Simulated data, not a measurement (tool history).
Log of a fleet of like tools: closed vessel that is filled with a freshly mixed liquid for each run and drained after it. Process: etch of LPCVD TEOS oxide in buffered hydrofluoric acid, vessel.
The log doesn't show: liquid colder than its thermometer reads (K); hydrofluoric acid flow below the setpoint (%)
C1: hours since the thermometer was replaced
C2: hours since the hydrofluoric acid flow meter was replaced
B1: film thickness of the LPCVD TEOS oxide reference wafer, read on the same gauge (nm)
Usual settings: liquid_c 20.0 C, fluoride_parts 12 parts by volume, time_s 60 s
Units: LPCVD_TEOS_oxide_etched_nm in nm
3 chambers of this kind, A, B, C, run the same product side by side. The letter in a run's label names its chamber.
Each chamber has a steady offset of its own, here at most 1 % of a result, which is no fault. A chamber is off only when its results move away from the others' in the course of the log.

{"run": "1C", "hour": 12.1, "liquid_c": 20.0, "fluoride_parts": 12, "time_s": 60, "C1": 572.5, "C2": 743.7, "B1": 139.98, "LPCVD_TEOS_oxide_etched_nm": 109.72}
{"run": "2A", "hour": 19.0, "liquid_c": 20.0, "fluoride_parts": 12, "time_s": 60, "C1": 523.2, "C2": 723.1, "B1": 139.99, "LPCVD_TEOS_oxide_etched_nm": 108.1}
{"run": "3B", "hour": 30.5, "liquid_c": 20.0, "fluoride_parts": 12, "time_s": 60, "C1": 130.7, "C2": 163.7, "B1": 140.02, "LPCVD_TEOS_oxide_etched_nm": 110.84}
{"run": "4B", "hour": 40.3, "liquid_c": 20.0, "fluoride_parts": 12, "time_s": 60, "C1": 140.5, "C2": 173.5, "B1": 140.01, "LPCVD_TEOS_oxide_etched_nm": 109.76}
{"run": "5C", "hour": 48.1, "liquid_c": 20.0, "fluoride_parts": 12, "time_s": 60, "C1": 608.5, "C2": 779.7, "B1": 139.99, "LPCVD_TEOS_oxide_etched_nm": 109.79}
{"run": "6A", "hour": 60.1, "liquid_c": 20.0, "fluoride_parts": 12, "time_s": 60, "C1": 564.3, "C2": 764.2, "B1": 139.97, "LPCVD_TEOS_oxide_etched_nm": 108.45}
{"run": "7A", "hour": 66.2, "liquid_c": 20.0, "fluoride_parts": 12, "time_s": 60, "C1": 570.4, "C2": 770.3, "B1": 140.0, "LPCVD_TEOS_oxide_etched_nm": 107.86}
{"run": "8B", "hour": 78.8, "liquid_c": 20.0, "fluoride_parts": 12, "time_s": 60, "C1": 179.0, "C2": 212.0, "B1": 140.01, "LPCVD_TEOS_oxide_etched_nm": 108.56}
{"run": "9C", "hour": 88.0, "liquid_c": 20.0, "fluoride_parts": 12, "time_s": 60, "C1": 648.4, "C2": 819.6, "B1": 140.04, "LPCVD_TEOS_oxide_etched_nm": 109.49}
{"run": "10C", "hour": 100.8, "liquid_c": 20.0, "fluoride_parts": 12, "time_s": 60, "C1": 661.2, "C2": 832.4, "B1": 140.02, "LPCVD_TEOS_oxide_etched_nm": 109.12}
{"run": "11A", "hour": 113.0, "liquid_c": 20.0, "fluoride_parts": 12, "time_s": 60, "C1": 617.2, "C2": 817.1, "B1": 140.0, "LPCVD_TEOS_oxide_etched_nm": 107.83}
{"run": "12B", "hour": 121.3, "liquid_c": 20.0, "fluoride_parts": 12, "time_s": 60, "C1": 221.5, "C2": 254.5, "B1": 140.02, "LPCVD_TEOS_oxide_etched_nm": 108.61}
{"run": "13A", "hour": 129.6, "liquid_c": 23.5, "fluoride_parts": 12, "time_s": 60, "C1": 633.8, "C2": 833.7, "B1": 140.03, "LPCVD_TEOS_oxide_etched_nm": 131.64}
{"run": "14C", "hour": 136.9, "liquid_c": 23.5, "fluoride_parts": 12, "time_s": 60, "C1": 697.3, "C2": 868.5, "B1": 140.0, "LPCVD_TEOS_oxide_etched_nm": 133.38}
{"hour": 142.9, "done": "chamber C: hydrofluoric acid flow meter replaced"}
{"run": "15B", "hour": 148.4, "liquid_c": 23.5, "fluoride_parts": 12, "time_s": 60, "C1": 248.6, "C2": 281.6, "B1": 140.0, "LPCVD_TEOS_oxide_etched_nm": 131.59}
{"run": "16B", "hour": 160.8, "liquid_c": 20.0, "fluoride_parts": 12, "time_s": 60, "C1": 261.0, "C2": 294.0, "B1": 139.97, "LPCVD_TEOS_oxide_etched_nm": 106.87}
{"run": "17C", "hour": 174.4, "liquid_c": 20.0, "fluoride_parts": 12, "time_s": 60, "C1": 734.8, "C2": 31.5, "B1": 139.99, "LPCVD_TEOS_oxide_etched_nm": 109.91}
{"run": "18A", "hour": 187.1, "liquid_c": 20.0, "fluoride_parts": 12, "time_s": 60, "C1": 691.3, "C2": 891.2, "B1": 139.96, "LPCVD_TEOS_oxide_etched_nm": 108.62}
{"run": "19C", "hour": 198.1, "liquid_c": 20.0, "fluoride_parts": 12, "time_s": 60, "C1": 758.5, "C2": 55.2, "B1": 139.99, "LPCVD_TEOS_oxide_etched_nm": 109.74}
{"run": "20B", "hour": 210.1, "liquid_c": 20.0, "fluoride_parts": 12, "time_s": 60, "C1": 310.3, "C2": 343.3, "B1": 139.99, "LPCVD_TEOS_oxide_etched_nm": 106.46}
{"run": "21A", "hour": 218.3, "liquid_c": 24.5, "fluoride_parts": 12, "time_s": 60, "C1": 722.5, "C2": 922.4, "B1": 140.0, "LPCVD_TEOS_oxide_etched_nm": 138.51}
{"run": "22C", "hour": 228.7, "liquid_c": 24.5, "fluoride_parts": 12, "time_s": 60, "C1": 789.1, "C2": 85.8, "B1": 140.01, "LPCVD_TEOS_oxide_etched_nm": 141.89}
{"run": "23B", "hour": 242.6, "liquid_c": 24.5, "fluoride_parts": 12, "time_s": 60, "C1": 342.8, "C2": 375.8, "B1": 139.98, "LPCVD_TEOS_oxide_etched_nm": 136.2}
{"run": "24A", "hour": 252.6, "liquid_c": 20.0, "fluoride_parts": 12, "time_s": 60, "C1": 756.8, "C2": 956.7, "B1": 139.97, "LPCVD_TEOS_oxide_etched_nm": 107.61}
{"run": "25C", "hour": 264.5, "liquid_c": 20.0, "fluoride_parts": 12, "time_s": 60, "C1": 824.9, "C2": 121.6, "B1": 139.98, "LPCVD_TEOS_oxide_etched_nm": 110.59}

Next, every chamber runs the same settings. What will each give?
{"run": "26A", "hour": 274.5, "liquid_c": 22.0, "fluoride_parts": 12, "time_s": 60, "LPCVD_TEOS_oxide_etched_nm": "?"}
{"run": "26B", "hour": 274.5, "liquid_c": 22.0, "fluoride_parts": 12, "time_s": 60, "LPCVD_TEOS_oxide_etched_nm": "?"}
{"run": "26C", "hour": 274.5, "liquid_c": 22.0, "fluoride_parts": 12, "time_s": 60, "LPCVD_TEOS_oxide_etched_nm": "?"}

run=26A LPCVD_TEOS_oxide_etched_nm=120.57
run=26B LPCVD_TEOS_oxide_etched_nm=119.78
run=26C LPCVD_TEOS_oxide_etched_nm=122.23
